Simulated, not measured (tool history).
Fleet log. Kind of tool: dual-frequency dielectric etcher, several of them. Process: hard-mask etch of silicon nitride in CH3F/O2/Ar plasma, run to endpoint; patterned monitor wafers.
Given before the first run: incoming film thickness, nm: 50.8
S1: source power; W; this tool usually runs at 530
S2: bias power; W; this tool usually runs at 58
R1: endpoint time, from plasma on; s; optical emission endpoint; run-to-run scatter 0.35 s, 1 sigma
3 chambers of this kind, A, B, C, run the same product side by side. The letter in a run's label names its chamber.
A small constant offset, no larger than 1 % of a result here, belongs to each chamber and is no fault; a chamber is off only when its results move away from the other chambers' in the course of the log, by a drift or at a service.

Run 1A, day 0.508: usual settings. Result: R1 70.325 s.
Run 2B, day 1.079: usual settings. Result: R1 71.695 s.
At day 1.35: chamber A: wet clean of the chamber.
Run 3C, day 1.433: usual settings. Result: R1 71.531 s.
Run 4C, day 1.779: usual settings. Result: R1 71.006 s.
Run 5A, day 2.121: usual settings. Result: R1 70.943 s.
Run 6B, day 2.771: usual settings but S1 600 W. Result: R1 67.674 s.
Run 7B, day 3.146: usual settings but S1 600 W. Result: R1 68.339 s.
Run 8C, day 3.583: usual settings but S1 600 W. Result: R1 67.434 s.
Run 9A, day 3.983: usual settings. Result: R1 71.158 s.
Run 10A, day 4.592: usual settings. Result: R1 70.604 s.
Run 11C, day 5.108: usual settings. Result: R1 71.231 s.
Run 12B, day 5.412: usual settings. Result: R1 71.279 s.
Run 13B, day 5.75: usual settings. Result: R1 71.309 s.
Run 14A, day 6.129: usual settings. Result: R1 70.213 s.
Run 15C, day 6.7: usual settings but S2 52 W. Result: R1 73.209 s.
Run 16A, day 7.154: usual settings but S2 52 W. Result: R1 73.066 s.
Run 17C, day 7.667: usual settings but S2 52 W. Result: R1 73.45 s.
At day 7.875: chamber C: wet clean of the chamber.
Run 18B, day 8.175: usual settings but S1 650 W, S2 70 W. Result: R1 62.57 s.
Run 19A, day 8.721: usual settings but S1 650 W, S2 70 W. Result: R1 61.385 s.
Run 20C, day 9.246: usual settings but S1 650 W, S2 70 W. Result: R1 61.195 s.

Which is it: a chamber that has drifted or been left off by a service, a gauge drift common to all chambers, or only each chamber's usual small offset? If a chamber is off, name it and its likeliest cause.

No chamber is off and the gauge is stable; the differences are just each chamber's small, constant offset.
